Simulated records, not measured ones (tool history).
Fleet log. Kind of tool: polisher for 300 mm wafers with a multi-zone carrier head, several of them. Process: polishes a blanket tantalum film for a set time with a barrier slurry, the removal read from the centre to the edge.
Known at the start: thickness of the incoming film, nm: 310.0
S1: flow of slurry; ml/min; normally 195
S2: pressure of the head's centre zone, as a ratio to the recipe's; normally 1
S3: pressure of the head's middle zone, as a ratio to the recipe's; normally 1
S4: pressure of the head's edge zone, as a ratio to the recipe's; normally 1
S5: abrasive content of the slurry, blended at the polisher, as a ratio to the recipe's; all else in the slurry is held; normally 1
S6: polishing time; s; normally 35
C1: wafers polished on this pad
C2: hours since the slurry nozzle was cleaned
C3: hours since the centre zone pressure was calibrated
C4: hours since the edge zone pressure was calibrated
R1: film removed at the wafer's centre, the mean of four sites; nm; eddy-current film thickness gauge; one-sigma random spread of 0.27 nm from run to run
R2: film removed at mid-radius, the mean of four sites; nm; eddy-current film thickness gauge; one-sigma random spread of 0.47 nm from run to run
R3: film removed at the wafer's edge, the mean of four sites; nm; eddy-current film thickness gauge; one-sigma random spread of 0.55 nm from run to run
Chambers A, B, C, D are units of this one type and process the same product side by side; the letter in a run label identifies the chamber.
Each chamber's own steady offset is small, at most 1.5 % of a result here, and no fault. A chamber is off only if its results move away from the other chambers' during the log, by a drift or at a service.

run,hour,S1,S2,S3,S4,S5,S6,C1,C2,C3,C4,R1,R2,R3
1A,1.9,195,1,1,1,1,35,76,184.6,162.5,1189.6,39.748,38.187,38.659
2C,6,195,1,1,1,1,35,620,397.2,321.8,50.1,39.311,39.565,38.6
3D,9.4,195,1,1,1,1,35,414,220.2,412.5,373.7,38.796,39.334,38.735
4B,13.3,195,1,1,1,1,35,478,362.1,267.3,828.5,38.694,38.811,38.387
5B,15.8,195,1,1,1,1,35,508,364.6,269.8,831,38.986,38.997,40.048
6C,19,140,1.06,1,1,1,35,777,410.2,334.8,63.1,39.134,36.89,37.067
7A,22.4,140,1.06,1,1,1,35,324,205.1,183,1210.1,39.422,36.467,36.781
8D,25.9,140,1.06,1,1,1,35,613,236.7,429,390.2,38.92,36.158,37.826
9A,29.6,140,1.06,1,1,1,35,411,212.3,190.2,1217.3,39.429,36.947,36.633
10C,32.8,195,1,1,1,1,35,944,424,348.6,76.9,38.853,38.91,39.535
11B,36.7,195,1,1,1,1,35,761,385.5,290.7,851.9,38.823,39.356,39.997
# hour 39.2: chamber A: worn pad replaced by a new one
12D,39.8,195,1,1,1,1,25,781,250.6,442.9,404.1,27.842,27.276,27.522
# hour 40.3: chamber B: worn pad replaced by a new one
13C,43.8,195,1,1,1,1,25,1077,435,359.6,87.9,27.703,27.592,27.147
14D,46,195,1,1,1,1,25,856,256.8,449.1,410.3,27.982,27.514,27.841
15A,49.9,195,1,1,1,1,25,129,232.6,210.5,1237.6,27.84,27.403,28
16B,51.8,150,1,1,1.06,1,35,140,400.6,305.8,867,36.752,37.499,39.641
17B,53.9,150,1,1,1.06,1,35,165,402.7,307.9,869.1,37.122,38.079,38.983
18A,56.7,150,1,1,1.06,1,35,211,239.4,217.3,1244.4,36.954,36.694,38.794
19D,58.7,150,1,1,1.06,1,35,1010,269.5,461.8,423,36.983,36.246,39.883
20C,62.5,195,1,0.94,1,1,35,1303,453.7,378.3,106.6,38.181,35.891,37.99
# hour 63.5: chamber D: worn pad replaced by a new one
21A,66.5,195,1,0.94,1,1,35,330,249.2,227.1,1254.2,39.636,36.697,38.536
22D,69.9,195,1,0.94,1,1,35,78,280.7,473,434.2,38.455,37.18,39.456
23C,72.1,195,1,0.94,1,1,35,1419,463.3,387.9,116.2,37.82,36.064,36.969
24B,74.8,195,1,1,1,1,35,418,423.6,328.8,890,38.969,39.384,39.681
25D,77.1,195,1,1,1,1,35,165,287.9,480.2,441.4,39.55,37.969,38.243
26C,79.4,195,1,1,1,1,35,1508,470.6,395.2,123.5,37.905,38.291,37.931
# hour 80: chamber C: slurry nozzle cleaned
27A,82.1,195,1,1,1,1,35,518,264.8,242.7,1269.8,39.498,38.659,39.381
# hour 82.6: chamber B: slurry nozzle cleaned
# hour 82.9: chamber A: worn pad replaced by a new one
28B,86.1,195,1,1,0.93,1,35,555,3.6,340.1,901.3,39.214,39.09,37.78
29A,90.3,195,1,1,0.93,1,35,89,273,250.9,1278,39.056,39.657,37.562
30B,92.8,195,1,1,0.93,1,35,636,10.3,346.8,908,39.214,39.446,36.825
31C,95.3,195,1,1,0.93,1,35,1700,15.3,411.1,139.4,37.758,37.878,35.544
32D,97.5,195,1,1,1,1,35,412,308.3,500.6,461.8,38.688,38.577,39.579
33B,99.8,195,1,1,1,1,35,720,17.3,353.8,915,39.387,39.507,39.454
# hour 100.5: chamber B: centre zone pressure recalibrated
34D,103.5,195,1,1,1,1,31,484,314.3,506.6,467.8,34.801,34.97,34.534
35C,105.3,195,1,1,1,1,31,1821,25.3,421.1,149.4,32.739,33.038,32.104
# hour 105.9: chamber A: slurry nozzle cleaned
# hour 107.2: chamber B: worn pad replaced by a new one
36A,107.5,195,1,1,1,1,31,297,1.6,268.1,1295.2,34.96,34.412,34.575
# hour 109.7: chamber A: edge zone pressure recalibrated
37B,111.7,195,1,1,1,1,31,54,29.2,11.3,926.9,34.477,34.008,35.589
38C,115.6,195,1,1,1,1,35,1945,35.6,431.4,159.7,36.523,36.732,36.639
39A,118.4,195,1,1,1,1,35,429,12.5,279,8.7,39.524,38.903,39.183
40D,121.8,195,1,1,1,1,35,705,332.6,524.9,486.1,39.26,38.652,38.994
41A,125.4,150,1,1,1,0.75,35,514,19.5,286,15.7,33.868,33.971,34.015

What goes on in this fleet: one chamber off, a drifting gauge, or nothing beyond the chambers' own small offsets? Name the chamber and the cause, if any.

Little by little, chamber C moves away from the other chambers.
Likeliest cause: removal rate lost through wear of the pad, % = 6.47.

Here are 4 candidates for chamber C's next run, each the usual settings with a change, their results left as question marks. Which one brings its results back in line with what the others give on the usual settings?
Maximum distance from the other chambers' mean on the usual settings for a result to count as in line: R1 0.95 nm; R2 1.6 nm; R3 1.9 nm
42C-1,128.4,195,1,1.02,0.99,1,33,,,,,?,?,?
42C-2,128.4,195,0.99,0.96,1.04,1.05,40,,,,,?,?,?
42C-3,128.4,195,1.01,1.04,0.96,0.95,31,,,,,?,?,?
42C-4,128.4,195,0.99,0.98,1.02,1,38,,,,,?,?,?

What the other chambers average on the usual settings: R1 39.025 nm; R2 38.891 nm; R3 39.1 nm
run,R1,R2,R3
42C-1,34.52,35.376,33.741
42C-2,41.943,41.13,42.592
42C-3,32.295,33.323,30.721
42C-4,39.304,39.27,39.488
Change 42C-4 lands the chamber within the allowed miss of the other chambers.
